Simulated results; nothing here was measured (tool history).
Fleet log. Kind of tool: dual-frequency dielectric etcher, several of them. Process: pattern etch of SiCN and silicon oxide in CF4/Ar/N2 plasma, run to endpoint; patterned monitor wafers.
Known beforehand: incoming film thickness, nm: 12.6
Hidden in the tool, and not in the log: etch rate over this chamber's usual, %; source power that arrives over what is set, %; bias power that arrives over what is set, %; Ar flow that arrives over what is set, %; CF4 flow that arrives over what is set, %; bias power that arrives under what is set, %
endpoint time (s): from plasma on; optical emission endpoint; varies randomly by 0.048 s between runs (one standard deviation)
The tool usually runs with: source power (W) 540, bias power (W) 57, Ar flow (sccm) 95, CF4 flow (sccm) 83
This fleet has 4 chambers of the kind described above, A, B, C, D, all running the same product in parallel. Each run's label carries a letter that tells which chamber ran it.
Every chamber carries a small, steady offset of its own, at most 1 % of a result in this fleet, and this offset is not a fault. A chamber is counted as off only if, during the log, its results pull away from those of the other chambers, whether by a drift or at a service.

run,hour,source power (W),bias power (W),Ar flow (sccm),CF4 flow (sccm),hours since the last wet clean,hours since the last source power generator calibration,hours since the last bias power generator calibration,hours since the last Ar flow controller change,hours since the last CF4 flow controller change,endpoint time (s)
1A,3.9,540,57,95,83,304.1,662.8,300.5,3981.7,2653.2,12.848
2C,8,540,57,95,83,574.2,2332.8,3320.9,1257.8,276,12.955
3D,11.6,540,57,95,83,89.5,211.7,1444.4,1237.6,3045.9,12.877
4B,16,540,57,95,83,141.4,68.6,87.6,2738.9,733.4,12.917
5C,20,540,57,95,83,586.2,2344.8,3332.9,1269.8,288,12.881
6D,22.3,540,57,95,83,100.2,222.4,1455.1,1248.3,3056.6,12.928
7A,25.7,540,57,95,103,325.9,684.6,322.3,4003.5,2675,12.533
# hour 28.1: chamber C: wet clean of the chamber
8B,28.1,540,57,95,103,153.5,80.7,99.7,2751,745.5,12.46
9C,32.1,540,57,95,103,4.1,2356.9,3345,1281.9,300.1,12.51
10B,36.8,540,57,95,103,162.2,89.4,108.4,2759.7,754.2,12.498
11A,40.8,540,57,95,83,341,699.7,337.4,4018.6,2690.1,12.889
12D,45.5,540,57,95,83,123.4,245.6,1478.3,1271.5,3079.8,12.917
13C,49,540,57,95,83,21,2373.8,3361.9,1298.8,317,13.006
14B,51.2,540,57,95,83,176.6,103.8,122.8,2774.1,768.6,12.893
15A,55.6,540,57,77,83,355.8,714.5,352.2,4033.4,2704.9,12.485
16D,58,540,57,77,83,135.9,258.1,1490.8,1284,3092.3,12.556
17C,61.2,540,57,77,83,33.2,2386,3374.1,1311,329.2,12.52
18A,65.8,540,57,77,83,366,724.7,362.4,4043.6,2715.1,12.535
19D,69.2,540,57,95,83,147.1,269.3,1502,1295.2,3103.5,12.881
20B,73.7,540,57,95,83,199.1,126.3,145.3,2796.6,791.1,12.689
21C,76.6,540,57,95,83,48.6,2401.4,3389.5,1326.4,344.6,12.924
22B,80.1,540,57,95,83,205.5,132.7,151.7,2803,797.5,12.722
23A,85,460,57,95,71,385.2,743.9,381.6,4062.8,2734.3,15.141
24D,88.6,460,57,95,71,166.5,288.7,1521.4,1314.6,3122.9,15.387
25D,93.3,460,57,95,71,171.2,293.4,1526.1,1319.3,3127.6,15.163
26C,97.5,460,57,95,71,69.5,2422.3,3410.4,1347.3,365.5,15.319
27B,101.9,650,57,95,83,227.3,154.5,173.5,2824.8,819.3,10.613
28A,105.5,650,57,95,83,405.7,764.4,402.1,4083.3,2754.8,10.942
29C,108.6,650,57,95,83,80.6,2433.4,3421.5,1358.4,376.6,10.934
30B,111.9,650,57,95,83,237.3,164.5,183.5,2834.8,829.3,10.609
31D,115.4,540,57,95,94,193.3,315.5,1548.2,1341.4,3149.7,12.658
32A,118.3,540,57,95,94,418.5,777.2,414.9,4096.1,2767.6,12.555
33C,121.4,540,57,95,94,93.4,2446.2,3434.3,1371.2,389.4,12.627
34A,123.7,540,57,95,94,423.9,782.6,420.3,4101.5,2773,12.676
35B,128,470,57,88,83,253.4,180.6,199.6,2850.9,845.4,13.961
36D,132.8,470,57,88,83,210.7,332.9,1565.6,1358.8,3167.1,14.444
37B,136,470,57,88,83,261.4,188.6,207.6,2858.9,853.4,13.99

Each of the 4 chambers runs these same settings next. Fill in every chamber's results:
38A,139.6,540,63,95,83,,,,,,?
38B,139.6,540,63,95,83,,,,,,?
38C,139.6,540,63,95,83,,,,,,?
38D,139.6,540,63,95,83,,,,,,?

run,endpoint time (s)
38A,12.453
38B,12.032
38C,12.499
38D,12.587
